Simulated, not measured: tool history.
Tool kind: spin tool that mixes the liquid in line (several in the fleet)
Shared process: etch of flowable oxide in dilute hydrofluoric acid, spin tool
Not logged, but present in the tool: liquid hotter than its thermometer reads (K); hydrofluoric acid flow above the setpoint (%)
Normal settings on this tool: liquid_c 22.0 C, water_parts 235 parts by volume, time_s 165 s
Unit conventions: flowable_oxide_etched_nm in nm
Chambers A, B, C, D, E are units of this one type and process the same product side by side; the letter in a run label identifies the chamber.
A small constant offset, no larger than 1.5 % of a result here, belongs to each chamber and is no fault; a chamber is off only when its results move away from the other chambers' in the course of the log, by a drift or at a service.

run   hour  liquid_c  water_parts  time_s  hours since the thermometer was replaced  hours since the hydrofluoric acid flow meter was replaced  read-back film thickness of the flowable oxide reference wafer, read on the same gauge (nm)  flowable_oxide_etched_nm
 1C    9.8      22.0          235     165                                    1273.9                                                      280.7                                                                                       149.98                    31.695
 2D   16.9      22.0          235     165                                     533.4                                                      612.0                                                                                       149.97                    31.354
 3B   31.1      22.0          235     165                                     941.1                                                      258.2                                                                                       149.98                    31.549
 4A   40.3      22.0          235     165                                    1023.0                                                     1519.4                                                                                       149.98                    31.582
 5E   47.9      20.5          235     165                                     707.9                                                      612.5                                                                                       150.03                    29.933
 6D   56.2      20.5          235     165                                     572.7                                                      651.3                                                                                       149.98                    29.600
 7C   63.4      20.5          235     165                                    1327.5                                                      334.3                                                                                       150.02                    30.033
 8B   74.5      20.5          235     165                                     984.5                                                      301.6                                                                                       150.00                    29.794
 9A   87.7      20.5          235     165                                    1070.4                                                     1566.8                                                                                       150.00                    29.928
10E   96.2      22.0          235     165                                     756.2                                                      660.8                                                                                       149.95                    31.884
11C  105.1      22.0          235     165                                    1369.2                                                      376.0                                                                                       150.00                    31.563
12B  116.8      22.0          235     165                                    1026.8                                                      343.9                                                                                       149.96                    31.576
     125.7  -- chamber A: hydrofluoric acid flow meter replaced
13E  126.8      22.0          235     165                                     786.8                                                      691.4                                                                                       149.99                    31.968
14A  139.3      22.0          335     165                                    1122.0                                                       13.6                                                                                       150.05                    20.000
15D  153.6      22.0          335     165                                     670.1                                                      748.7                                                                                       150.02                    19.825
16D  160.6      22.0          335     165                                     677.1                                                      755.7                                                                                       150.00                    19.967
17A  173.9      22.0          335     165                                    1156.6                                                       48.2                                                                                       149.97                    19.829
18E  182.8      22.0          335     165                                     842.8                                                      747.4                                                                                       149.97                    20.394
     193.4  -- chamber E: hydrofluoric acid flow meter replaced
19C  196.1      22.0          235     165                                    1460.2                                                      467.0                                                                                       150.00                    31.691
20B  210.4      22.0          235     165                                    1120.4                                                      437.5                                                                                       150.03                    31.601
21A  219.0      22.0          235     165                                    1201.7                                                       93.3                                                                                       150.03                    31.539
22C  230.9      22.0          235     165                                    1495.0                                                      501.8                                                                                       150.00                    31.466
23B  242.6      22.0          235     165                                    1152.6                                                      469.7                                                                                       150.02                    32.027
24D  250.5      22.0          235     165                                     767.0                                                      845.6                                                                                       149.96                    31.350
25E  259.7      26.0          235     165                                     919.7                                                       66.3                                                                                       150.03                    36.808
26A  269.5      26.0          235     165                                    1252.2                                                      143.8                                                                                       149.98                    36.314
27D  279.5      26.0          235     165                                     796.0                                                      874.6                                                                                       149.98                    35.796
     287.7  -- chamber B: hydrofluoric acid flow meter replaced
28E  290.7      26.0          235     165                                     950.7                                                       97.3                                                                                       150.04                    36.508
29B  303.3      26.0          235     165                                    1213.3                                                       15.7                                                                                       149.99                    37.097
30C  316.3      22.0          235     165                                    1580.4                                                      587.2                                                                                       150.00                    31.442
31A  329.7      22.0          235     165                                    1312.4                                                      204.0                                                                                       149.96                    31.772
32E  341.4      22.0          235     165                                    1001.4                                                      148.0                                                                                       150.03                    31.664
33C  348.1      22.0          235     165                                    1612.2                                                      619.0                                                                                       149.99                    31.664
34B  355.1      22.0          235     165                                    1265.1                                                       67.5                                                                                       150.00                    32.916
35D  367.0      22.0          235     165                                     883.5                                                      962.1                                                                                       149.99                    31.678
36C  377.5      22.0          235     165                                    1641.6                                                      648.4                                                                                       149.99                    31.609
37D  386.4      22.0          235     135                                     902.9                                                      981.5                                                                                       150.00                    25.735
38A  400.2      22.0          235     135                                    1382.9                                                      274.5                                                                                       150.02                    25.802
39E  414.5      22.0          235     135                                    1074.5                                                      221.1                                                                                       150.03                    26.029
40B  424.1      22.0          235     135                                    1334.1                                                      136.5                                                                                       150.01                    27.166
41D  434.6      22.0          235     135                                     951.1                                                     1029.7                                                                                       149.99                    25.742
42C  442.7      22.0          235     165                                    1706.8                                                      713.6                                                                                       149.99                    31.541
43B  455.9      22.0          235     165                                    1365.9                                                      168.3                                                                                       149.99                    33.405

Is one chamber off against the others, does the gauge drift, or is nothing wrong? If a chamber is off, say which, and what the likeliest cause is.

It is chamber B that slowly wanders off from its peers.
What lies behind it: liquid hotter than its thermometer reads (K) = 1.58.

Chamber B could run next with any of the 4 candidate recipes listed below; each alters the usual settings, and their results appear as question marks. Which one brings its results back in line with what the other chambers deliver on the usual settings?
In-line tolerance around the mean of the other chambers on the usual settings: flowable_oxide_etched_nm 0.470 nm
44B-1  466.1      23.5          235     165                                                                                                                                                                                                                           ?
44B-2  466.1      22.0          240     165                                                                                                                                                                                                                           ?
44B-3  466.1      22.0          230     165                                                                                                                                                                                                                           ?
44B-4  466.1      22.0          240     160                                                                                                                                                                                                                           ?

Average result of the remaining chambers running the usual settings: flowable_oxide_etched_nm 31.589 nm
  run  flowable_oxide_etched_nm
44B-1                    35.296
44B-2                    32.574
44B-3                    34.346
44B-4                    31.587
44B-4 puts the chamber back in line with the other chambers.
